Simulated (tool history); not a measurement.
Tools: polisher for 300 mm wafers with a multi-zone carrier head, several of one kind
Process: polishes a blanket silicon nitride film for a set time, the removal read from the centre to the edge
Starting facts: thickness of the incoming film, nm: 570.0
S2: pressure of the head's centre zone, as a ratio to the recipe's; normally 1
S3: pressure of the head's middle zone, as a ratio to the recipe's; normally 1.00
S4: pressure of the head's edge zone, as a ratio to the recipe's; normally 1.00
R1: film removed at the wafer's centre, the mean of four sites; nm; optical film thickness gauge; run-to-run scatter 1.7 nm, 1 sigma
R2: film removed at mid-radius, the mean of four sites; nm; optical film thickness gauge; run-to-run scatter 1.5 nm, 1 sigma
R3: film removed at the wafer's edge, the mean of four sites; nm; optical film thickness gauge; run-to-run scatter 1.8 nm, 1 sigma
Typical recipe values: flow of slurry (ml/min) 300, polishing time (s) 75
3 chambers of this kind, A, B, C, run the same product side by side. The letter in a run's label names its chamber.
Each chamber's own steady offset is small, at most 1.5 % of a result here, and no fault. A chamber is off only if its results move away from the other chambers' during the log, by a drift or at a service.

Run 1B, hour 4.5: usual settings. Result: R1 184.52 nm, R2 186.93 nm, R3 185.54 nm.
At hour 4.9: chamber A: worn pad replaced by a new one.
At hour 6.1: chamber B: worn pad replaced by a new one.
Run 2C, hour 8.3: usual settings. Result: R1 182.35 nm, R2 184.98 nm, R3 185.91 nm.
Run 3A, hour 14.8: usual settings. Result: R1 187.98 nm, R2 187.98 nm, R3 186.63 nm.
Run 4C, hour 19.9: usual settings. Result: R1 184.60 nm, R2 185.89 nm, R3 189.16 nm.
At hour 20.1: chamber B: slurry nozzle cleaned.
Run 5A, hour 23.0: usual settings. Result: R1 185.76 nm, R2 185.77 nm, R3 188.83 nm.
Run 6B, hour 27.9: usual settings. Result: R1 184.27 nm, R2 189.23 nm, R3 188.28 nm.
Run 7A, hour 31.5: usual settings. Result: R1 184.38 nm, R2 187.39 nm, R3 186.07 nm.
Run 8C, hour 36.2: usual settings but S3 0.96. Result: R1 186.32 nm, R2 179.51 nm, R3 187.13 nm.
Run 9B, hour 40.6: usual settings but S3 0.96. Result: R1 185.85 nm, R2 179.71 nm, R3 189.74 nm.
Run 10B, hour 44.2: usual settings but S3 0.96. Result: R1 188.15 nm, R2 182.73 nm, R3 189.03 nm.
Run 11C, hour 50.1: usual settings. Result: R1 183.90 nm, R2 188.15 nm, R3 186.85 nm.
Run 12A, hour 53.2: usual settings but S3 0.88, S4 1.07. Result: R1 183.86 nm, R2 165.15 nm, R3 196.25 nm.
Run 13A, hour 57.8: usual settings but S3 0.88, S4 1.07. Result: R1 185.75 nm, R2 165.46 nm, R3 191.96 nm.
At hour 59.0: chamber A: worn pad replaced by a new one.
Run 14B, hour 64.7: usual settings but S3 0.88, S4 1.07. Result: R1 187.67 nm, R2 168.54 nm, R3 193.83 nm.
Run 15C, hour 70.3: usual settings. Result: R1 186.89 nm, R2 187.04 nm, R3 187.68 nm.
At hour 70.5: chamber B: worn pad replaced by a new one.
Run 16A, hour 75.3: usual settings. Result: R1 185.88 nm, R2 187.34 nm, R3 188.23 nm.
Run 17B, hour 79.7: usual settings. Result: R1 183.43 nm, R2 190.51 nm, R3 187.47 nm.
Run 18C, hour 83.1: usual settings. Result: R1 184.68 nm, R2 183.68 nm, R3 182.85 nm.
Run 19A, hour 88.5: usual settings but S3 0.93. Result: R1 185.30 nm, R2 175.49 nm, R3 186.42 nm.
Run 20B, hour 93.0: usual settings but S3 0.93. Result: R1 184.01 nm, R2 176.71 nm, R3 185.80 nm.
Run 21C, hour 97.2: usual settings but S3 0.93. Result: R1 182.17 nm, R2 172.26 nm, R3 185.62 nm.
Run 22C, hour 103.5: usual settings. Result: R1 182.99 nm, R2 180.40 nm, R3 184.44 nm.
Run 23A, hour 106.9: usual settings. Result: R1 184.72 nm, R2 187.86 nm, R3 186.24 nm.
Run 24B, hour 110.3: usual settings. Result: R1 186.16 nm, R2 186.57 nm, R3 185.06 nm.
At hour 113.7: chamber A: worn pad replaced by a new one.
Run 25B, hour 115.7: usual settings. Result: R1 189.06 nm, R2 187.03 nm, R3 189.32 nm.
Run 26C, hour 121.2: usual settings. Result: R1 178.61 nm, R2 182.19 nm, R3 182.61 nm.
Run 27A, hour 126.3: usual settings but flow of slurry (ml/min) 370, S4 1.09. Result: R1 190.13 nm, R2 188.60 nm, R3 194.66 nm.
Run 28B, hour 131.1: usual settings but flow of slurry (ml/min) 370, S4 1.09. Result: R1 191.22 nm, R2 193.39 nm, R3 200.57 nm.
At hour 131.8: chamber B: worn pad replaced by a new one.
Run 29A, hour 137.0: usual settings but flow of slurry (ml/min) 370, S4 1.09. Result: R1 186.48 nm, R2 187.71 nm, R3 196.57 nm.
Run 30C, hour 140.1: usual settings. Result: R1 178.13 nm, R2 180.26 nm, R3 180.16 nm.
Run 31A, hour 146.1: usual settings but flow of slurry (ml/min) 355. Result: R1 188.45 nm, R2 188.74 nm, R3 189.84 nm.
Run 32B, hour 150.3: usual settings but flow of slurry (ml/min) 355. Result: R1 189.35 nm, R2 191.64 nm, R3 189.58 nm.
At hour 155.2: chamber C: centre zone pressure recalibrated.
Run 33C, hour 156.9: usual settings but flow of slurry (ml/min) 355. Result: R1 179.70 nm, R2 180.47 nm, R3 181.13 nm.
Run 34C, hour 160.5: usual settings. Result: R1 173.22 nm, R2 175.57 nm, R3 176.49 nm.
Run 35B, hour 165.3: usual settings. Result: R1 180.56 nm, R2 185.01 nm, R3 187.50 nm.
At hour 166.1: chamber A: worn pad replaced by a new one.
Run 36A, hour 172.0: usual settings. Result: R1 188.05 nm, R2 185.90 nm, R3 187.80 nm.

Decide between three cases: one chamber stands off from its peers, the gauge reading all wafers drifts, or nothing is wrong past each chamber's small offset. Where a chamber is off, say which and what most likely put it there.

Little by little, chamber C moves away from the other chambers.
Most likely cause: removal rate lost through wear of the pad, % = 5.9.
The log may not separate it from: slurry flow missing at the pad, %.

Which of the 4 candidates below, each the usual settings with something changed and its results left as question marks, puts chamber C back in line with what the other chambers give on the usual settings?
To be in line, a result may differ from the other chambers' mean on the usual settings by at most: R1 6.00 nm; R2 5.30 nm; R3 6.50 nm
Run 37C-1, hour 176.9: usual settings but polishing time (s) 76. Result: R1 ?, R2 ?, R3 ?.
Run 37C-2, hour 176.9: usual settings but polishing time (s) 74. Result: R1 ?, R2 ?, R3 ?.
Run 37C-3, hour 176.9: usual settings but S3 0.99, polishing time (s) 71. Result: R1 ?, R2 ?, R3 ?.
Run 37C-4, hour 176.9: usual settings but S3 1.01, polishing time (s) 79. Result: R1 ?, R2 ?, R3 ?.

What the other chambers average on the usual settings: R1 185.24 nm; R2 187.66 nm; R3 186.86 nm
  run      R1      R2      R3
37C-1  176.94  177.94  179.03
37C-2  172.29  173.25  174.31
37C-3  165.29  164.70  167.27
37C-4  183.94  186.67  186.07
The answer is 37C-4, which returns the chamber to within the allowed miss of the others.

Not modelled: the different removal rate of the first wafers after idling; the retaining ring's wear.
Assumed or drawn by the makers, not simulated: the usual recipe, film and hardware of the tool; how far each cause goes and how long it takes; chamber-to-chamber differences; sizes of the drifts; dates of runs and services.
